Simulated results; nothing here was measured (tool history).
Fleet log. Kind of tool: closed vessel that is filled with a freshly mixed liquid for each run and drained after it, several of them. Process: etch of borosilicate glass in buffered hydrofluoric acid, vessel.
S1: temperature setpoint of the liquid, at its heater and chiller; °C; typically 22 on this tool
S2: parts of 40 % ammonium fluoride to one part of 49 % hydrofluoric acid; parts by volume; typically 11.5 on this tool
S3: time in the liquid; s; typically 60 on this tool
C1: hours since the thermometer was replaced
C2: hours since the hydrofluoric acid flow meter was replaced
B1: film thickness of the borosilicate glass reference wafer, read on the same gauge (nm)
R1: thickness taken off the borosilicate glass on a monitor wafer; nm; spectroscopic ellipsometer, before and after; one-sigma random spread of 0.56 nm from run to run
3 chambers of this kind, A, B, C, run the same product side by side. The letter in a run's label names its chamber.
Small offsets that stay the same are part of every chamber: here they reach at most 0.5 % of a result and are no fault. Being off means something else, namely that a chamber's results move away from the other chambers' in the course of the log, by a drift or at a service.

run	day	S1	S2	S3	C1	C2	B1	R1
1C	0.354	22	11.5	60	18.9	1305.9	120.00	57.445
2A	0.654	22	11.5	60	39.3	635.4	120.01	58.231
3B	0.888	22	11.5	60	1624.5	1132.4	120.00	58.030
4B	1.304	22	11.5	60	1634.5	1142.4	120.04	59.449
5C	1.746	22	11.5	60	52.3	1339.3	119.98	59.551
6A	1.992	22	11.5	60	71.4	667.5	120.01	57.729
7B	2.312	22	11.5	60	1658.7	1166.6	119.97	58.804
8A	2.571	22	11.5	60	85.3	681.4	119.99	58.553
9C	2.846	22	11.5	60	78.7	1365.7	120.01	58.054
10A	3.158	22	11.5	60	99.4	695.5	120.01	57.318
11C	3.612	24	11.5	60	97.1	1384.1	120.00	64.209
12B	4.033	24	11.5	60	1700.0	1207.9	120.01	64.913
13C	4.504	24	11.5	60	118.5	1405.5	120.00	65.326
14B	4.800	22	11.5	60	1718.4	1226.3	120.03	59.202
15A	5.092	22	11.5	60	145.8	741.9	119.98	57.972
16A	5.404	22	11.5	60	153.3	749.4	119.99	57.678
17C	5.621	22	11.5	60	145.3	1432.3	120.00	58.377
18B	5.958	22	11.5	60	1746.2	1254.1	120.00	57.947
19C	6.421	22	11.5	60	164.5	1451.5	119.99	58.302
20B	6.646	22	11.5	60	1762.7	1270.6	120.01	57.513
21A	6.850	22	11.5	60	188.0	784.1	120.00	56.166
22B	7.267	22	11.5	60	1777.6	1285.5	120.01	58.324
23C	7.667	22	11.5	60	194.4	1481.4	120.00	57.110
24A	7.992	22	11.5	60	215.4	811.5	120.00	56.012
25A	8.262	22	11.5	60	221.9	818.0	120.01	55.725
26C	8.667	22	11.5	60	218.4	1505.4	120.01	58.085
27B	9.054	22	9.5	45	1820.5	1328.4	119.98	51.295
28B	9.454	22	9.5	45	1830.1	1338.0	120.00	51.252

All chambers now run identical settings, listed one chamber a line with results as question marks. What results will each chamber show?
29A	9.792	22	11.5	60				?
29B	9.792	22	11.5	60				?
29C	9.792	22	11.5	60				?

run	R1
29A	54.786
29B	58.875
29C	59.164
